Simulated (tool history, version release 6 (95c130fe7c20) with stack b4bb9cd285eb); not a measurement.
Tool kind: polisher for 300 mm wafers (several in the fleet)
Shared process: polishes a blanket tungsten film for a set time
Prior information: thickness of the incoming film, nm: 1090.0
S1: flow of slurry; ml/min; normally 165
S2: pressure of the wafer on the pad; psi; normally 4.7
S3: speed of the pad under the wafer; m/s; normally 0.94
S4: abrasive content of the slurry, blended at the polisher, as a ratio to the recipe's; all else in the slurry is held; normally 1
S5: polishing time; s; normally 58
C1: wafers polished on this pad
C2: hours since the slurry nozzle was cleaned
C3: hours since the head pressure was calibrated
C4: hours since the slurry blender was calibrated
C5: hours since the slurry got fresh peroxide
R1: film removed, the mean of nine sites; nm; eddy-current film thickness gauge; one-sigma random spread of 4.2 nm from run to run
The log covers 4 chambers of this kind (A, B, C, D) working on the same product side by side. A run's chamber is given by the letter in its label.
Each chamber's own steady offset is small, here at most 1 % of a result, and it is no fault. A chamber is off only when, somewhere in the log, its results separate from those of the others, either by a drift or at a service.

run	day	S1	S2	S3	S4	S5	C1	C2	C3	C4	C5	R1
# day 0.188: chamber C: worn pad replaced by a new one
# day 0.300: chamber B: worn pad replaced by a new one
1D	0.342	165	4.7	0.94	1	58	843	220.2	912.3	48.1	48.0	342.41
# day 0.558: chamber B: slurry tank refilled with fresh slurry and peroxide
2B	0.721	165	4.7	0.94	1	58	161	406.6	103.1	284.4	3.9	335.58
# day 0.738: chamber A: worn pad replaced by a new one
# day 0.800: chamber D: worn pad replaced by a new one
# day 0.842: chamber C: slurry tank refilled with fresh slurry and peroxide
3C	0.971	165	4.7	0.94	1	58	299	269.3	815.2	259.3	3.1	339.15
4A	1.358	165	4.7	0.94	1	58	236	280.2	115.0	176.3	162.2	324.64
5D	1.900	165	4.7	0.94	1	58	420	257.6	949.7	85.5	85.4	342.97
6B	2.158	165	4.7	0.94	1	58	709	441.1	137.6	318.9	38.4	331.53
7A	2.500	165	4.7	0.94	1	58	671	307.6	142.4	203.7	189.6	326.24
# day 2.679: chamber C: head pressure recalibrated
# day 2.800: chamber A: slurry tank refilled with fresh slurry and peroxide
# day 2.896: chamber B: worn pad replaced by a new one
# day 2.983: chamber C: worn pad replaced by a new one
8C	3.050	165	4.7	0.94	1	58	26	319.2	9.0	309.2	53.0	331.66
# day 3.054: chamber C: slurry nozzle cleaned
9C	3.450	165	4.7	0.94	1	58	179	9.6	18.6	318.8	62.6	336.24
# day 3.654: chamber A: worn pad replaced by a new one
# day 3.800: chamber D: head pressure recalibrated
# day 3.842: chamber D: worn pad replaced by a new one
10D	3.929	165	4.7	0.94	1	58	33	306.3	3.2	134.2	134.1	332.81
# day 4.196: chamber D: slurry nozzle cleaned
11B	4.425	165	4.7	0.94	1	58	582	495.5	192.0	373.3	92.8	340.89
# day 4.829: chamber B: slurry blender recalibrated
12A	4.888	165	4.7	0.94	1	58	471	364.9	199.7	261.0	50.2	326.49
13B	5.158	165	4.7	0.94	1	58	861	513.1	209.6	7.9	110.4	330.44
14A	5.508	165	4.7	0.94	1	58	707	379.8	214.6	275.9	65.1	327.45
15C	5.875	165	4.7	0.94	1	58	1102	67.8	76.8	377.0	120.8	339.54
# day 6.058: chamber B: worn pad replaced by a new one
16D	6.196	165	4.7	0.76	1	58	896	48.1	57.6	188.6	188.5	266.00
# day 6.242: chamber C: worn pad replaced by a new one
# day 6.475: chamber B: slurry tank refilled with fresh slurry and peroxide
17C	6.525	165	4.7	0.76	1	58	108	83.4	92.4	392.6	136.4	269.25
# day 6.608: chamber D: worn pad replaced by a new one
18D	6.858	165	4.7	0.76	1	58	95	64.0	73.5	204.5	204.4	262.07
# day 6.921: chamber A: worn pad replaced by a new one
19A	7.217	165	4.7	0.76	1	58	112	420.8	255.6	316.9	106.1	263.20
# day 7.362: chamber D: slurry blender recalibrated
20B	7.517	165	4.7	0.94	1	58	555	569.7	266.2	64.5	25.1	319.17
21B	7.892	165	4.7	0.94	1	58	698	578.7	275.2	73.5	34.1	339.87
# day 7.979: chamber B: slurry nozzle cleaned
# day 8.008: chamber C: slurry tank refilled with fresh slurry and peroxide
# day 8.075: chamber C: slurry blender recalibrated
22C	8.417	165	4.7	0.94	1	58	829	128.8	137.8	8.2	9.9	330.97
# day 8.750: chamber B: worn pad replaced by a new one
23D	8.958	165	4.7	0.94	1	58	895	114.4	123.9	38.4	254.8	326.29
# day 9.162: chamber D: worn pad replaced by a new one
24A	9.238	165	4.7	0.94	1	58	882	469.3	304.1	365.4	154.6	323.30
# day 9.408: chamber A: slurry tank refilled with fresh slurry and peroxide
# day 9.433: chamber C: worn pad replaced by a new one
25B	9.692	165	4.7	0.94	1	58	360	41.2	318.4	116.7	77.3	329.42
26D	10.029	165	4.7	0.94	1	58	331	140.1	149.6	64.1	280.5	315.81
# day 10.154: chamber A: worn pad replaced by a new one
27C	10.471	165	3.8	0.94	1	58	396	178.1	187.1	57.5	59.2	270.81
28A	11.021	165	3.8	0.94	1	58	330	512.1	346.9	408.2	38.7	265.23
29C	11.412	165	3.8	0.94	1	58	755	200.7	209.7	80.1	81.8	267.32
30A	11.792	165	3.8	0.94	1	58	623	530.6	365.4	426.7	57.2	259.30
# day 12.042: chamber B: worn pad replaced by a new one
31D	12.062	165	4.7	0.94	1	58	1106	188.9	198.4	112.9	329.3	317.07
# day 12.088: chamber C: worn pad replaced by a new one
# day 12.192: chamber D: worn pad replaced by a new one
# day 12.267: chamber B: slurry tank refilled with fresh slurry and peroxide
32B	12.325	165	4.7	0.94	1	58	108	104.4	381.6	179.9	1.4	336.90
# day 12.479: chamber A: slurry blender recalibrated
33C	12.583	165	4.7	0.94	1	58	189	228.8	237.8	108.2	109.9	332.62
34D	12.883	165	4.7	0.94	1	58	264	208.6	218.1	132.6	349.0	302.38
# day 13.038: chamber A: worn pad replaced by a new one
35B	13.321	165	4.7	0.94	1	58	487	128.3	405.5	203.8	25.3	329.36
36A	13.862	165	4.7	0.94	1	58	314	580.3	415.1	33.2	106.9	329.50
37D	14.167	165	4.7	0.94	1	58	753	239.4	248.9	163.4	379.8	304.54
38B	14.446	165	4.7	0.94	1	58	915	155.3	432.5	230.8	52.3	332.18
39A	14.721	165	4.7	0.94	1	58	641	600.9	435.7	53.8	127.5	327.63
# day 14.942: chamber C: slurry tank refilled with fresh slurry and peroxide
40C	14.975	165	4.7	0.94	1	58	1100	286.2	295.2	165.6	0.8	326.66

All 4 chambers run these settings next. Forecast each chamber's results:
41A	15.371	165	4.7	0.94	1	58						?
41B	15.371	165	4.7	0.94	1	58						?
41C	15.371	165	4.7	0.94	1	58						?
41D	15.371	165	4.7	0.94	1	58						?

run	R1
41A	324.86
41B	332.54
41C	334.52
41D	295.33
